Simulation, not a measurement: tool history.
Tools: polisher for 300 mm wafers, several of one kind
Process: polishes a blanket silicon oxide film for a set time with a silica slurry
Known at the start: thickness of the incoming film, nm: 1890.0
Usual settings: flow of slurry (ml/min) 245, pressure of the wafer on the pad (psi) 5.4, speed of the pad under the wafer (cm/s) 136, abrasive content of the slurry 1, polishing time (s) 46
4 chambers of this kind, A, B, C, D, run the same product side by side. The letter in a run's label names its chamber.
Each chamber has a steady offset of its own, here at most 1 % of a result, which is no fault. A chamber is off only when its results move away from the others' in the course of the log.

run   hour  flow of slurry (ml/min)  pressure of the wafer on the pad (psi)  speed of the pad under the wafer (cm/s)  abrasive content of the slurry  polishing time (s)  film removed (angstrom)
 1B    7.9                      245                                     5.4                                      136                               1                  46                   2213.1
      11.1  -- chamber D: conditioning disc replaced and pad reconditioned
 2A   13.8                      245                                     5.4                                      136                               1                  46                   2232.5
      23.2  -- chamber A: worn pad replaced by a new one
 3C   23.6                      245                                     5.4                                      136                               1                  46                     2214
 4D   29.1                      245                                     5.4                                      136                               1                  46                   2257.6
 5A   36.1                      245                                     5.4                                      136                               1                  46                   2219.1
 6B   44.6                      245                                     5.4                                      136                               1                  46                   2225.9
 7D   52.3                      245                                     5.4                                      136                               1                  46                   2272.9
      60.2  -- chamber A: slurry blender recalibrated
 8C   62.5                      245                                     5.4                                      136                               1                  46                   2220.3
      70.1  -- chamber B: conditioning disc replaced and pad reconditioned
 9D   71.5                      245                                     5.4                                      136                               1                  46                   2202.2
      72.8  -- chamber B: head pressure recalibrated
10A   80.2                      245                                     5.4                                      136                               1                  46                   2280.1
      80.8  -- chamber B: worn pad replaced by a new one
11B   87.6                      245                                     5.4                                      136                               1                  46                   2170.5
      88.2  -- chamber D: worn pad replaced by a new one
12C   97.5                      245                                     5.4                                      136                               1                  46                   2262.8
      99.8  -- chamber C: worn pad replaced by a new one
13A  106.1                      245                                     5.4                                      136                               1                  46                   2226.5
       114  -- chamber C: slurry blender recalibrated
     116.1  -- chamber C: conditioning disc replaced and pad reconditioned
14C  116.1                      245                                     5.4                                      136                               1                  46                   2219.5
15D  126.4                      245                                     5.4                                      136                               1                  46                   2147.2
     128.1  -- chamber A: head pressure recalibrated
16B  134.7                      245                                     5.4                                      136                               1                  46                   2226.5
     137.2  -- chamber D: head pressure recalibrated
     140.7  -- chamber B: slurry blender recalibrated
17C  140.7                      245                                     5.4                                      136                               1                  46                   2245.1
18D  146.5                      245                                     5.4                                      136                               1                  46                   2127.1
19B  153.5                      245                                     5.4                                      136                               1                  46                     2234
       158  -- chamber A: worn pad replaced by a new one
20A  159.1                      245                                     3.8                                      136                             0.7                  46                   1308.7
21D  164.7                      245                                     3.8                                      136                             0.7                  46                   1216.2
22B  173.5                      245                                     3.8                                      136                             0.7                  46                   1284.7
     179.3  -- chamber B: conditioning disc replaced and pad reconditioned
23A  181.7                      245                                     3.8                                      136                             0.7                  46                   1341.4
24C  188.6                      245                                     6.7                                      136                               1                  60                   3679.2
25D  194.3                      245                                     6.7                                      136                               1                  60                   3269.2
     196.4  -- chamber C: worn pad replaced by a new one
26A  200.8                      245                                     6.7                                      136                               1                  60                   3706.8
27B  205.7                      245                                     6.7                                      136                               1                  60                   3595.6
28C  212.3                      245                                     5.4                                      136                               1                  46                   2228.4
29B  220.8                      245                                     5.4                                      136                               1                  46                   2222.6
     224.3  -- chamber D: conditioning disc replaced and pad reconditioned
30A  226.2                      245                                     5.4                                      136                               1                  46                   2260.4
31C  234.7                      245                                     5.4                                      136                               1                  46                   2231.7
32D  239.4                      245                                     5.4                                      136                             1.1                  46                   2027.2

What goes on in this fleet: one chamber off, a drifting gauge, or nothing beyond the chambers' own small offsets? Name the chamber and the cause, if any.

Chamber D drifts away from the others.
Cause: abrasive missing from the slurry, % = 26.1.

Here are 4 candidates for chamber D's next run, each the usual settings with a change, their results left as question marks. Which one brings its results back in line with what the others give on the usual settings?
In line means no further than this from the other chambers' mean on the usual settings: film removed (angstrom) 79
33D-1  246.9                      245                                     5.1                                      130                               1                  44                        ?
33D-2  246.9                      245                                     5.7                                      142                               1                  48                        ?
33D-3  246.9                      245                                     5.5                                      138                               1                  47                        ?
33D-4  246.9                      245                                     5.3                                      134                               1                  45                        ?

The other chambers' mean on the usual settings: film removed (angstrom) 2232.4
  run  film removed (angstrom)
33D-1                   1676.1
33D-2                   2190.8
33D-3                   2023.8
33D-4                   1824.4
33D-2 brings the chamber back in line.
